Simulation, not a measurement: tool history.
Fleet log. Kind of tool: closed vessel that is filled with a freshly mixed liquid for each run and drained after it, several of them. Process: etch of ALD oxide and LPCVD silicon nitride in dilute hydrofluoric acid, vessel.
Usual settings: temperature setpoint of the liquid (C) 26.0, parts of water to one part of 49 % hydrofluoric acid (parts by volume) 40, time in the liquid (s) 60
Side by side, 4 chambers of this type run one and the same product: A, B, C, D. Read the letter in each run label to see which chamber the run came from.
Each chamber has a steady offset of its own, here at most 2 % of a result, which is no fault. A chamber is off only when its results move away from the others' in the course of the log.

run,hour,temperature setpoint of the liquid (C),parts of water to one part of 49 % hydrofluoric acid (parts by volume),time in the liquid (s),hours since the thermometer was replaced,hours since the hydrofluoric acid flow meter was replaced,"read-back film thickness of the ALD oxide reference wafer, read on the same gauge (nm)","read-back film thickness of the LPCVD silicon nitride reference wafer, read on the same gauge (nm)",thickness taken off the ALD oxide on a monitor wafer (nm),thickness taken off the LPCVD silicon nitride on a monitor wafer (nm)
1B,11.8,26.0,40,60,184.0,930.6,29.981,150.02,42.755,0.83006
2D,17.5,26.0,40,60,2665.4,229.0,29.975,150.02,42.259,0.81478
3C,26.4,26.0,40,60,423.0,451.6,30.009,149.99,42.929,0.81831
4A,32.2,26.0,40,60,1751.0,1396.4,29.998,150.00,41.891,0.82211
5A,43.6,26.0,40,60,1762.4,1407.8,30.018,149.97,42.176,0.83804
6B,51.1,26.0,40,60,223.3,969.9,30.017,149.97,42.685,0.85849
7C,60.9,28.5,40,60,457.5,486.1,29.996,150.00,47.426,0.93303
8D,67.1,28.5,40,60,2715.0,278.6,29.987,150.02,46.617,1.00280
9A,73.0,28.5,40,60,1791.8,1437.2,30.011,149.97,46.240,1.04860
10B,82.6,28.5,40,60,254.8,1001.4,29.991,149.98,46.669,0.97489
11D,91.4,26.0,40,60,2739.3,302.9,30.019,150.03,41.860,0.77968
12C,100.2,26.0,40,60,496.8,525.4,30.047,150.00,42.662,0.82120
13D,107.5,26.0,40,60,2755.4,319.0,29.995,150.02,42.350,0.81660
14B,114.8,26.0,40,60,287.0,1033.6,29.954,149.99,42.987,0.77344
15C,121.3,26.0,40,60,517.9,546.5,29.996,149.98,42.736,0.77410
16A,132.1,26.0,40,60,1850.9,1496.3,30.004,149.98,41.685,0.85254
17D,145.0,26.0,40,60,2792.9,356.5,30.032,150.00,42.386,0.88403
18C,156.9,26.0,40,60,553.5,582.1,29.993,149.99,42.650,0.80626
19A,165.5,26.0,40,60,1884.3,1529.7,29.983,150.02,41.573,0.77292
20B,172.7,30.5,40,60,344.9,1091.5,29.993,149.99,51.118,1.09500
21D,180.2,30.5,40,60,2828.1,391.7,29.981,150.02,50.342,1.09050
# hour 188.6: chamber A: thermometer replaced
22C,190.2,30.5,40,60,586.8,615.4,29.972,150.00,51.420,1.09760
23A,202.5,30.5,40,60,13.9,1566.7,29.994,149.98,49.656,1.10630
24B,214.0,26.0,40,60,386.2,1132.8,29.996,150.01,42.261,0.85978
25A,221.8,26.0,40,60,33.2,1586.0,29.999,149.99,42.018,0.89564
26D,233.2,26.0,40,60,2881.1,444.7,30.036,150.00,41.812,0.83125
27B,242.7,26.0,40,60,414.9,1161.5,29.987,149.98,42.276,0.80466
# hour 248.7: chamber D: thermometer replaced
28C,255.2,26.0,40,60,651.8,680.4,30.028,149.98,42.502,0.80330
29C,262.9,26.0,40,60,659.5,688.1,30.009,150.01,42.084,0.78936
30A,274.8,26.0,40,60,86.2,1639.0,30.001,150.01,42.098,0.80601
31D,281.5,26.0,40,60,32.8,493.0,30.017,149.98,42.523,0.80570
32B,290.3,26.0,40,60,462.5,1209.1,30.015,150.02,42.237,0.81072
33C,299.0,26.0,40,60,695.6,724.2,29.988,149.98,42.507,0.77925
34D,311.7,26.0,40,60,63.0,523.2,29.941,150.03,42.301,0.86527
35A,319.0,26.0,40,60,130.4,1683.2,29.975,149.99,41.730,0.89899

Has any chamber moved away from the others, gradually or after a service, or does the common gauge drift, or do the chambers differ only by their own small steady offsets? State the chamber and the most likely cause if one applies.

No chamber is off and the gauge is stable; the differences are just each chamber's small, constant offset.

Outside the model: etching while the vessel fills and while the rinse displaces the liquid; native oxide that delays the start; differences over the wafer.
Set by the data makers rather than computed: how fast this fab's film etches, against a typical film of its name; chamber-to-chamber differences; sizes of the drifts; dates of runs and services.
